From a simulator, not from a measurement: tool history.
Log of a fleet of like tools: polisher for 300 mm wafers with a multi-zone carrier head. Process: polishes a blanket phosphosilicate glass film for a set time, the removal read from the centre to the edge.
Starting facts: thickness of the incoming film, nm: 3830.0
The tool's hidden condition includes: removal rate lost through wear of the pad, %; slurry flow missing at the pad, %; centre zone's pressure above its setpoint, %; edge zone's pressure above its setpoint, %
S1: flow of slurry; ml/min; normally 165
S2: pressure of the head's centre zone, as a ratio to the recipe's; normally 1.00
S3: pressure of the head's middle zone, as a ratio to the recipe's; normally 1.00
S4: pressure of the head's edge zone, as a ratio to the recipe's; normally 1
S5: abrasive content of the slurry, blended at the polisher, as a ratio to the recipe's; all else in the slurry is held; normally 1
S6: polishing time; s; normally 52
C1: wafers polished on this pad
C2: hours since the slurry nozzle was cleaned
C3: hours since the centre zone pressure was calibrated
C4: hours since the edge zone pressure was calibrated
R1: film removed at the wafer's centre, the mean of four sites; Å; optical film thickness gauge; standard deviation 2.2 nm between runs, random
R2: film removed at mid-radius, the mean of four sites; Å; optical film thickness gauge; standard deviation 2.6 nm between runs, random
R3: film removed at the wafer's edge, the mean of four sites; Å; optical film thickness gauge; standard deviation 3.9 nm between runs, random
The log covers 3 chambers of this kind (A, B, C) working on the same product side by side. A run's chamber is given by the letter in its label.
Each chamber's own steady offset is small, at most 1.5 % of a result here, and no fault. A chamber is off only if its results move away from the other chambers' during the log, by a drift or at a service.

Run 1B, hour 7.9: usual settings; C1 411; C2 644.5; C3 1292.0; C4 217.1. Result: R1 2680.4 Å, R2 2707.7 Å, R3 2730.1 Å.
Run 2A, hour 19.6: usual settings; C1 380; C2 189.7; C3 827.2; C4 694.8. Result: R1 2721.8 Å, R2 2713.8 Å, R3 2808.7 Å.
Run 3C, hour 24.9: usual settings; C1 1040; C2 581.6; C3 979.8; C4 387.4. Result: R1 2695.6 Å, R2 2755.7 Å, R3 2704.3 Å.
Run 4B, hour 34.6: usual settings; C1 643; C2 671.2; C3 1318.7; C4 243.8. Result: R1 2705.3 Å, R2 2708.2 Å, R3 2743.7 Å.
Run 5C, hour 43.2: usual settings; C1 1199; C2 599.9; C3 998.1; C4 405.7. Result: R1 2681.2 Å, R2 2749.6 Å, R3 2721.4 Å.
Run 6A, hour 55.2: usual settings; C1 690; C2 225.3; C3 862.8; C4 730.4. Result: R1 2730.6 Å, R2 2763.3 Å, R3 2680.5 Å.
Run 7C, hour 65.0: usual settings; C1 1389; C2 621.7; C3 1019.9; C4 427.5. Result: R1 2648.2 Å, R2 2752.0 Å, R3 2726.2 Å.
At hour 76.0: chamber C: worn pad replaced by a new one.
Run 8B, hour 76.4: usual settings; C1 1007; C2 713.0; C3 1360.5; C4 285.6. Result: R1 2711.2 Å, R2 2694.3 Å, R3 2793.4 Å.
At hour 76.8: chamber A: worn pad replaced by a new one.
Run 9A, hour 87.6: usual settings; C1 94; C2 257.7; C3 895.2; C4 762.8. Result: R1 2700.5 Å, R2 2723.9 Å, R3 2822.3 Å.
Run 10C, hour 99.0: usual settings; C1 200; C2 655.7; C3 1053.9; C4 461.5. Result: R1 2732.7 Å, R2 2742.8 Å, R3 2700.5 Å.
At hour 105.4: chamber B: worn pad replaced by a new one.
Run 11B, hour 106.2: usual settings; C1 7; C2 742.8; C3 1390.3; C4 315.4. Result: R1 2737.4 Å, R2 2728.3 Å, R3 2686.1 Å.
At hour 111.7: chamber C: slurry nozzle cleaned.
Run 12A, hour 114.8: usual settings; C1 331; C2 284.9; C3 922.4; C4 790.0. Result: R1 2678.4 Å, R2 2699.7 Å, R3 2767.6 Å.
At hour 116.7: chamber A: centre zone pressure recalibrated.
Run 13B, hour 125.2: usual settings; C1 172; C2 761.8; C3 1409.3; C4 334.4. Result: R1 2722.8 Å, R2 2742.4 Å, R3 2726.5 Å.
Run 14A, hour 132.3: usual settings; C1 483; C2 302.4; C3 15.6; C4 807.5. Result: R1 2941.6 Å, R2 2674.0 Å, R3 2755.1 Å.
Run 15C, hour 138.5: usual settings; C1 544; C2 26.9; C3 1093.4; C4 501.0. Result: R1 2712.8 Å, R2 2715.7 Å, R3 2690.3 Å.
Run 16C, hour 150.3: usual settings; C1 647; C2 38.7; C3 1105.2; C4 512.8. Result: R1 2699.7 Å, R2 2764.9 Å, R3 2674.8 Å.
At hour 158.2: chamber A: worn pad replaced by a new one.
Run 17A, hour 162.0: usual settings but S1 210 ml/min; C1 33; C2 332.1; C3 45.3; C4 837.2. Result: R1 3073.6 Å, R2 2819.1 Å, R3 2791.2 Å.
At hour 165.1: chamber B: centre zone pressure recalibrated.
Run 18B, hour 171.9: usual settings but S1 210 ml/min; C1 579; C2 808.5; C3 6.9; C4 381.1. Result: R1 2844.6 Å, R2 2829.3 Å, R3 2852.5 Å.
Run 19A, hour 178.8: usual settings but S1 210 ml/min; C1 180; C2 348.9; C3 62.1; C4 854.0. Result: R1 3105.9 Å, R2 2799.5 Å, R3 2836.1 Å.
Run 20C, hour 187.0: usual settings; C1 966; C2 75.4; C3 1141.9; C4 549.5. Result: R1 2708.8 Å, R2 2689.2 Å, R3 2720.3 Å.
Run 21B, hour 193.8: usual settings; C1 770; C2 830.4; C3 28.8; C4 403.0. Result: R1 2703.5 Å, R2 2689.1 Å, R3 2792.2 Å.
Run 22B, hour 204.8: usual settings; C1 865; C2 841.4; C3 39.8; C4 414.0. Result: R1 2718.3 Å, R2 2668.7 Å, R3 2746.3 Å.
At hour 211.6: chamber C: edge zone pressure recalibrated.
Run 23A, hour 215.5: usual settings; C1 499; C2 385.6; C3 98.8; C4 890.7. Result: R1 2918.7 Å, R2 2682.6 Å, R3 2716.6 Å.
Run 24C, hour 224.5: usual settings but S6 63 s; C1 1293; C2 112.9; C3 1179.4; C4 13.0. Result: R1 3290.9 Å, R2 3381.2 Å, R3 3266.0 Å.
At hour 226.4: chamber C: worn pad replaced by a new one.
Run 25C, hour 236.6: usual settings but S6 63 s; C1 89; C2 125.0; C3 1191.5; C4 25.1. Result: R1 3286.2 Å, R2 3377.2 Å, R3 3336.9 Å.
At hour 238.9: chamber A: worn pad replaced by a new one.
Run 26B, hour 242.4: usual settings but S6 63 s; C1 1193; C2 879.0; C3 77.4; C4 451.6. Result: R1 3285.9 Å, R2 3287.3 Å, R3 3364.0 Å.
Run 27A, hour 249.5: usual settings; C1 93; C2 419.6; C3 132.8; C4 924.7. Result: R1 2932.0 Å, R2 2721.4 Å, R3 2826.7 Å.
Run 28A, hour 255.3: usual settings; C1 143; C2 425.4; C3 138.6; C4 930.5. Result: R1 2981.4 Å, R2 2734.4 Å, R3 2746.4 Å.
At hour 259.6: chamber B: worn pad replaced by a new one.
Run 29B, hour 261.4: usual settings; C1 16; C2 898.0; C3 96.4; C4 470.6. Result: R1 2738.9 Å, R2 2748.2 Å, R3 2758.2 Å.
Run 30C, hour 270.0: usual settings; C1 380; C2 158.4; C3 1224.9; C4 58.5. Result: R1 2650.4 Å, R2 2762.8 Å, R3 2723.9 Å.
At hour 274.0: chamber B: slurry nozzle cleaned.
Run 31B, hour 278.0: usual settings; C1 160; C2 4.1; C3 113.0; C4 487.2. Result: R1 2692.1 Å, R2 2711.0 Å, R3 2658.2 Å.
Run 32A, hour 284.5: usual settings but S2 1.12, S3 1.08; C1 397; C2 454.6; C3 167.8; C4 959.7. Result: R1 3336.5 Å, R2 2961.6 Å, R3 2731.3 Å.
Run 33C, hour 294.8: usual settings but S2 1.12, S3 1.08; C1 596; C2 183.2; C3 1249.7; C4 83.3. Result: R1 3099.6 Å, R2 2940.5 Å, R3 2709.7 Å.
Run 34C, hour 301.3: usual settings but S2 1.12, S3 1.08; C1 652; C2 189.7; C3 1256.2; C4 89.8. Result: R1 3072.7 Å, R2 2942.6 Å, R3 2690.0 Å.
Run 35B, hour 308.6: usual settings; C1 427; C2 34.7; C3 143.6; C4 517.8. Result: R1 2734.5 Å, R2 2710.5 Å, R3 2768.1 Å.
Run 36A, hour 319.5: usual settings; C1 702; C2 489.6; C3 202.8; C4 994.7. Result: R1 2926.6 Å, R2 2672.8 Å, R3 2756.1 Å.
Run 37B, hour 328.7: usual settings; C1 602; C2 54.8; C3 163.7; C4 537.9. Result: R1 2741.1 Å, R2 2711.1 Å, R3 2785.9 Å.
At hour 328.9: chamber A: worn pad replaced by a new one.
Run 38A, hour 337.3: usual settings; C1 73; C2 507.4; C3 220.6; C4 1012.5. Result: R1 2962.5 Å, R2 2739.2 Å, R3 2748.3 Å.
Run 39C, hour 348.4: usual settings; C1 1062; C2 236.8; C3 1303.3; C4 136.9. Result: R1 2708.0 Å, R2 2757.3 Å, R3 2648.5 Å.

The same settings go to every chamber for the next run, one line per chamber below. Forecast the results for each:
Run 40A, hour 357.1: usual settings. Result: R1 ?, R2 ?, R3 ?.
Run 40B, hour 357.1: usual settings. Result: R1 ?, R2 ?, R3 ?.
Run 40C, hour 357.1: usual settings. Result: R1 ?, R2 ?, R3 ?.

run      R1      R2      R3
40A  2952.2  2768.4  2777.7
40B  2737.6  2720.2  2701.1
40C  2696.1  2695.9  2673.5
